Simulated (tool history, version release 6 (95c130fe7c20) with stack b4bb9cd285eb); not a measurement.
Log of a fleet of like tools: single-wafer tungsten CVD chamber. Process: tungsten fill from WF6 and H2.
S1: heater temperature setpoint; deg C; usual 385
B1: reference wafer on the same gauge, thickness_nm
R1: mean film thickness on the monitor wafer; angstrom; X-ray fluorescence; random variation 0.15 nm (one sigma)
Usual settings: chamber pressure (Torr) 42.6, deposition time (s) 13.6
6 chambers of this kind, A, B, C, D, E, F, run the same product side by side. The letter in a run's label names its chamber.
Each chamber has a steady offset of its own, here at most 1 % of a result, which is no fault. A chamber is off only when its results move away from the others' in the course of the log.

run 1C hour=8.7 | S1=385 chamber_pressure_(Torr)=42.6 deposition_time_(s)=13.6 | B1=32.928 | R1=351.42
run 2A hour=16.8 | S1=385 chamber_pressure_(Torr)=42.6 deposition_time_(s)=13.6 | B1=32.952 | R1=350.93
run 3E hour=24.2 | S1=385 chamber_pressure_(Torr)=42.6 deposition_time_(s)=13.6 | B1=32.92 | R1=343.03
run 4D hour=34.7 | S1=385 chamber_pressure_(Torr)=42.6 deposition_time_(s)=13.6 | B1=32.909 | R1=348.11
run 5F hour=40.9 | S1=391 chamber_pressure_(Torr)=42.6 deposition_time_(s)=12.3 | B1=32.903 | R1=356.29
run 6B hour=47.9 | S1=391 chamber_pressure_(Torr)=42.6 deposition_time_(s)=12.3 | B1=32.922 | R1=352.68
run 7F hour=55.4 | S1=391 chamber_pressure_(Torr)=42.6 deposition_time_(s)=12.3 | B1=32.906 | R1=356.05
run 8D hour=62.5 | S1=391 chamber_pressure_(Torr)=42.6 deposition_time_(s)=12.3 | B1=32.911 | R1=354.58
run 9C hour=74.7 | S1=391 chamber_pressure_(Torr)=42.6 deposition_time_(s)=12.3 | B1=32.885 | R1=357.07
run 10B hour=80.6 | S1=391 chamber_pressure_(Torr)=42.6 deposition_time_(s)=12.3 | B1=32.907 | R1=354.84
run 11E hour=87.8 | S1=385 chamber_pressure_(Torr)=42.6 deposition_time_(s)=13.6 | B1=32.932 | R1=345.26
run 12A hour=97.8 | S1=385 chamber_pressure_(Torr)=42.6 deposition_time_(s)=13.6 | B1=32.89 | R1=351.78
run 13C hour=103.2 | S1=385 chamber_pressure_(Torr)=42.6 deposition_time_(s)=13.6 | B1=32.932 | R1=352.79
-- hour=109.3 chamber C: thermocouple changed; heater temperature recalibrated
run 14E hour=110.3 | S1=385 chamber_pressure_(Torr)=42.6 deposition_time_(s)=13.6 | B1=32.924 | R1=345.18
run 15F hour=116.9 | S1=385 chamber_pressure_(Torr)=42.6 deposition_time_(s)=13.6 | B1=32.919 | R1=353.35
run 16D hour=126.3 | S1=395 chamber_pressure_(Torr)=42.6 deposition_time_(s)=13.6 | B1=32.909 | R1=420.52
run 17A hour=138.8 | S1=395 chamber_pressure_(Torr)=42.6 deposition_time_(s)=13.6 | B1=32.92 | R1=428.82
run 18B hour=149.3 | S1=395 chamber_pressure_(Torr)=42.6 deposition_time_(s)=13.6 | B1=32.882 | R1=425.17
run 19E hour=156.7 | S1=395 chamber_pressure_(Torr)=42.6 deposition_time_(s)=13.6 | B1=32.902 | R1=421.12
run 20B hour=167.2 | S1=395 chamber_pressure_(Torr)=42.6 deposition_time_(s)=13.6 | B1=32.866 | R1=424.96
run 21C hour=174.4 | S1=395 chamber_pressure_(Torr)=42.6 deposition_time_(s)=13.6 | B1=32.881 | R1=424.1
run 22A hour=180.8 | S1=385 chamber_pressure_(Torr)=42.6 deposition_time_(s)=13.6 | B1=32.907 | R1=350.77
run 23F hour=190.4 | S1=385 chamber_pressure_(Torr)=42.6 deposition_time_(s)=13.6 | B1=32.918 | R1=353.95
run 24D hour=200.1 | S1=385 chamber_pressure_(Torr)=42.6 deposition_time_(s)=13.6 | B1=32.907 | R1=349.38
run 25B hour=210.4 | S1=398 chamber_pressure_(Torr)=42.6 deposition_time_(s)=13.6 | B1=32.96 | R1=449.42
run 26E hour=222.4 | S1=398 chamber_pressure_(Torr)=42.6 deposition_time_(s)=13.6 | B1=32.941 | R1=444.13
run 27F hour=233.9 | S1=398 chamber_pressure_(Torr)=42.6 deposition_time_(s)=13.6 | B1=32.903 | R1=447.07
run 28C hour=242.1 | S1=398 chamber_pressure_(Torr)=42.6 deposition_time_(s)=13.6 | B1=32.917 | R1=449.25
run 29D hour=247.8 | S1=398 chamber_pressure_(Torr)=42.6 deposition_time_(s)=13.6 | B1=32.891 | R1=446.68
run 30A hour=258.5 | S1=398 chamber_pressure_(Torr)=42.6 deposition_time_(s)=13.6 | B1=32.892 | R1=455.34
run 31F hour=265.1 | S1=385 chamber_pressure_(Torr)=42.6 deposition_time_(s)=13.6 | B1=32.889 | R1=349.95
run 32D hour=275.4 | S1=385 chamber_pressure_(Torr)=42.6 deposition_time_(s)=13.6 | B1=32.922 | R1=350.38
run 33C hour=286.6 | S1=385 chamber_pressure_(Torr)=42.6 deposition_time_(s)=13.6 | B1=32.856 | R1=350.49
run 34E hour=293.9 | S1=385 chamber_pressure_(Torr)=42.6 deposition_time_(s)=13.6 | B1=32.883 | R1=345.73
run 35B hour=304.5 | S1=385 chamber_pressure_(Torr)=42.6 deposition_time_(s)=13.6 | B1=32.891 | R1=348.19
run 36A hour=316.8 | S1=385 chamber_pressure_(Torr)=42.6 deposition_time_(s)=13.6 | B1=32.903 | R1=350.85
run 37D hour=327.1 | S1=385 chamber_pressure_(Torr)=42.6 deposition_time_(s)=13.6 | B1=32.895 | R1=349.15
run 38B hour=336 | S1=385 chamber_pressure_(Torr)=42.6 deposition_time_(s)=13.6 | B1=32.888 | R1=351.36
-- hour=340.8 chamber A: thermocouple changed; heater temperature recalibrated
run 39A hour=345.8 | S1=385 chamber_pressure_(Torr)=42.6 deposition_time_(s)=13.6 | B1=32.896 | R1=354.86
run 40C hour=354 | S1=385 chamber_pressure_(Torr)=42.6 deposition_time_(s)=13.6 | B1=32.899 | R1=349.6

All 6 chambers run these settings next. Forecast each chamber's results:
run 41A hour=362.9 | S1=385 chamber_pressure_(Torr)=49.9 deposition_time_(s)=13.6 | R1=?
run 41B hour=362.9 | S1=385 chamber_pressure_(Torr)=49.9 deposition_time_(s)=13.6 | R1=?
run 41C hour=362.9 | S1=385 chamber_pressure_(Torr)=49.9 deposition_time_(s)=13.6 | R1=?
run 41D hour=362.9 | S1=385 chamber_pressure_(Torr)=49.9 deposition_time_(s)=13.6 | R1=?
run 41E hour=362.9 | S1=385 chamber_pressure_(Torr)=49.9 deposition_time_(s)=13.6 | R1=?
run 41F hour=362.9 | S1=385 chamber_pressure_(Torr)=49.9 deposition_time_(s)=13.6 | R1=?

run=41A R1=380.02
run=41B R1=374.05
run=41C R1=377.68
run=41D R1=377.39
run=41E R1=372.84
run=41F R1=375.62
